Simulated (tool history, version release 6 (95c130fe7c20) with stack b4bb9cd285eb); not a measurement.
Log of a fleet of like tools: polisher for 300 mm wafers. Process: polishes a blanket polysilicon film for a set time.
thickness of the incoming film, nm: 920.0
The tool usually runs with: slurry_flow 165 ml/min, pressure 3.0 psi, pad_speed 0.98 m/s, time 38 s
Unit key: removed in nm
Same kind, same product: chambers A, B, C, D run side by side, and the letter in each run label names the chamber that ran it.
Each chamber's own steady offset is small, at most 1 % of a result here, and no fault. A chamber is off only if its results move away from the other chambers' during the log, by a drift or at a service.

run	hour	slurry_flow	pressure	pad_speed	time	wafers polished on this pad	hours since the slurry nozzle was cleaned	hours since the head pressure was calibrated	removed
1A	9.1	165	3.0	0.98	38	466	154.1	271.7	311.33
# hour 13.6: chamber B: head pressure recalibrated
2C	17.7	165	3.0	0.98	38	167	28.3	385.0	318.09
3B	25.0	165	3.0	0.98	38	557	105.1	11.5	315.99
4D	36.2	165	3.0	0.98	38	1428	67.3	98.4	312.80
# hour 41.0: chamber D: worn pad replaced by a new one
5D	44.3	165	3.0	0.98	38	31	75.4	106.5	318.56
# hour 44.7: chamber B: worn pad replaced by a new one
6C	54.0	165	3.0	0.98	38	503	64.6	421.3	316.31
7B	62.5	165	3.0	0.98	38	165	142.6	49.0	316.88
8A	68.7	165	3.0	0.98	38	1017	213.7	331.3	312.69
9B	77.1	165	3.0	0.98	38	300	157.2	63.6	318.32
10D	88.0	165	3.0	0.98	38	435	119.1	150.2	314.70
11A	93.6	165	3.0	0.98	38	1247	238.6	356.2	313.12
12C	104.7	165	3.0	0.98	38	971	115.3	472.0	315.06
# hour 108.1: chamber A: worn pad replaced by a new one
# hour 111.5: chamber B: worn pad replaced by a new one
13C	112.8	165	3.0	0.98	38	1046	123.4	480.1	317.36
# hour 115.0: chamber A: slurry nozzle cleaned
14A	117.7	165	3.0	0.98	38	89	2.7	380.3	317.79
15D	123.3	165	3.0	0.98	38	761	154.4	185.5	316.52
16B	129.2	165	3.0	0.98	38	164	209.3	115.7	316.65
17A	137.3	165	3.0	0.98	38	270	22.3	399.9	318.86
18B	143.1	165	3.0	0.98	38	292	223.2	129.6	311.32
# hour 149.2: chamber C: worn pad replaced by a new one
19C	152.0	165	3.0	0.98	38	26	162.6	519.3	316.00
20D	157.0	165	3.0	0.98	38	1073	188.1	219.2	309.94
21D	163.3	165	3.6	0.98	42	1131	194.4	225.5	420.74
22C	169.6	165	3.6	0.98	42	189	180.2	536.9	419.41
# hour 174.2: chamber B: worn pad replaced by a new one
23A	179.4	165	3.6	0.98	42	659	64.4	442.0	418.15
24B	184.3	165	3.6	0.98	42	93	264.4	170.8	406.54
25B	193.0	165	3.0	0.98	38	174	273.1	179.5	305.66
26A	200.6	165	3.0	0.98	38	855	85.6	463.2	318.04
27D	209.5	165	3.0	0.98	38	1558	240.6	271.7	317.67
# hour 211.1: chamber D: worn pad replaced by a new one
# hour 215.4: chamber C: head pressure recalibrated
28C	217.3	165	3.0	0.98	38	630	227.9	2.0	315.52
29B	227.6	165	3.0	0.98	38	494	307.7	214.1	307.30
30C	232.5	165	3.0	0.98	38	770	243.1	17.2	313.05
31D	240.4	165	3.0	0.98	31	270	271.5	302.6	257.51

Is one chamber out of step, is the gauge drifting, or do the chambers differ by no more than their own small offsets? For an off chamber, give its letter and the likeliest cause.

Chamber B drifts away from the others.
Most likely cause: slurry flow missing at the pad, % = 21.
It could be hard to tell apart here from: head's pressure below its setpoint, %.

Here are 4 candidates for chamber B's next run, each the usual settings with a change, their results left as question marks. Which one brings its results back in line with what the others give on the usual settings?
A result is in line if it is within this distance of the other chambers' mean on the usual settings: removed 8.30 nm
32B-1	248.4	195	3.0	0.98	38				?
32B-2	248.4	165	3.0	0.98	37				?
32B-3	248.4	165	3.1	1.00	39				?
32B-4	248.4	165	2.9	0.94	38				?

What the other chambers average on the usual settings: removed 314.62 nm
run	removed
32B-1	312.90
32B-2	295.55
32B-3	328.22
32B-4	281.77
Change 32B-1 lands the chamber within the allowed miss of the other chambers.

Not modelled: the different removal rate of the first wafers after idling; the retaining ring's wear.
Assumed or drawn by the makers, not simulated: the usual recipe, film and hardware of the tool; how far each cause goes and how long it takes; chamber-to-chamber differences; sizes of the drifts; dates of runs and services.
